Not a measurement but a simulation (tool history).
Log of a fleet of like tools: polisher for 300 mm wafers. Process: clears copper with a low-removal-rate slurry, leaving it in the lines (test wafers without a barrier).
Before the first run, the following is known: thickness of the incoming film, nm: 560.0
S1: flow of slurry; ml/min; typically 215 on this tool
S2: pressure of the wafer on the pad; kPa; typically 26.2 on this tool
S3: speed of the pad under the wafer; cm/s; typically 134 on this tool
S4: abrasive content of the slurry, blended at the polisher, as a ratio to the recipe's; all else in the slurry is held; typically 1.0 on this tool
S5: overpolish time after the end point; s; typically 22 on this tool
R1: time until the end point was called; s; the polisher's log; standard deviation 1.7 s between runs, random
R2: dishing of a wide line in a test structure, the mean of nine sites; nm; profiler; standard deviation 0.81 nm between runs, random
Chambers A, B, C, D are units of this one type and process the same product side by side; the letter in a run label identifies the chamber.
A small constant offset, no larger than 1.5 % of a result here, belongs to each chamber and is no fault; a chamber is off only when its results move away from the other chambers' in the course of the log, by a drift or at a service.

run 1A day=0.171 | S1=215 S2=26.2 S3=134 S4=1.0 S5=22 | R1=116.420 R2=55.320
run 2D day=0.300 | S1=215 S2=26.2 S3=134 S4=1.0 S5=22 | R1=116.250 R2=52.754
run 3C day=0.496 | S1=215 S2=26.2 S3=134 S4=1.0 S5=22 | R1=115.520 R2=54.202
run 4B day=0.688 | S1=215 S2=26.2 S3=134 S4=1.0 S5=22 | R1=116.240 R2=55.502
run 5C day=0.838 | S1=215 S2=26.2 S3=134 S4=1.0 S5=22 | R1=116.680 R2=53.685
run 6D day=1.017 | S1=215 S2=26.2 S3=134 S4=1.0 S5=22 | R1=112.270 R2=53.922
-- day=1.129 chamber C: slurry blender recalibrated
run 7B day=1.179 | S1=215 S2=26.2 S3=134 S4=1.0 S5=22 | R1=114.120 R2=54.990
run 8A day=1.350 | S1=215 S2=26.2 S3=134 S4=1.0 S5=22 | R1=112.560 R2=53.732
run 9D day=1.550 | S1=215 S2=26.2 S3=134 S4=1.0 S5=22 | R1=113.980 R2=54.328
run 10B day=1.671 | S1=215 S2=26.2 S3=134 S4=1.0 S5=22 | R1=116.710 R2=52.432
-- day=1.825 chamber A: head pressure recalibrated
run 11A day=1.862 | S1=215 S2=26.2 S3=134 S4=1.0 S5=22 | R1=128.390 R2=51.137
run 12C day=1.958 | S1=215 S2=26.2 S3=134 S4=1.0 S5=22 | R1=117.790 R2=53.432
run 13A day=2.079 | S1=215 S2=26.2 S3=134 S4=1.0 S5=22 | R1=129.480 R2=50.004
run 14B day=2.208 | S1=215 S2=32.4 S3=134 S4=1.3 S5=22 | R1=89.930 R2=63.056
run 15C day=2.383 | S1=215 S2=32.4 S3=134 S4=1.3 S5=22 | R1=89.102 R2=61.368
-- day=2.446 chamber C: worn pad replaced by a new one
run 16D day=2.550 | S1=215 S2=32.4 S3=134 S4=1.3 S5=22 | R1=87.271 R2=62.548
run 17A day=2.696 | S1=215 S2=32.4 S3=134 S4=1.3 S5=22 | R1=100.560 R2=60.128
-- day=2.825 chamber B: head pressure recalibrated
-- day=2.829 chamber D: worn pad replaced by a new one
run 18C day=2.838 | S1=215 S2=26.2 S3=134 S4=1.0 S5=22 | R1=114.830 R2=53.375
run 19B day=2.979 | S1=215 S2=26.2 S3=134 S4=1.0 S5=22 | R1=117.360 R2=54.217
run 20D day=3.079 | S1=215 S2=26.2 S3=134 S4=1.0 S5=22 | R1=115.460 R2=54.197
-- day=3.142 chamber C: head pressure recalibrated
-- day=3.179 chamber A: slurry blender recalibrated
run 21D day=3.192 | S1=215 S2=26.2 S3=134 S4=1.0 S5=22 | R1=115.440 R2=53.300
run 22C day=3.346 | S1=215 S2=26.2 S3=134 S4=1.0 S5=22 | R1=114.680 R2=53.123
run 23A day=3.479 | S1=215 S2=21.4 S3=134 S4=0.9 S5=22 | R1=160.490 R2=43.811
run 24B day=3.625 | S1=215 S2=21.4 S3=134 S4=0.9 S5=22 | R1=147.550 R2=46.282
run 25A day=3.779 | S1=215 S2=21.4 S3=134 S4=0.9 S5=22 | R1=164.020 R2=41.720

Next, all 4 chambers run the settings below, one line each with question marks for the results. What does each chamber give?
run 26A day=3.938 | S1=215 S2=26.2 S3=134 S4=1.0 S5=22 | R1=? R2=?
run 26B day=3.938 | S1=215 S2=26.2 S3=134 S4=1.0 S5=22 | R1=? R2=?
run 26C day=3.938 | S1=215 S2=26.2 S3=134 S4=1.0 S5=22 | R1=? R2=?
run 26D day=3.938 | S1=215 S2=26.2 S3=134 S4=1.0 S5=22 | R1=? R2=?

run=26A R1=128.720 R2=50.425
run=26B R1=115.750 R2=53.008
run=26C R1=114.910 R2=54.261
run=26D R1=115.090 R2=53.897
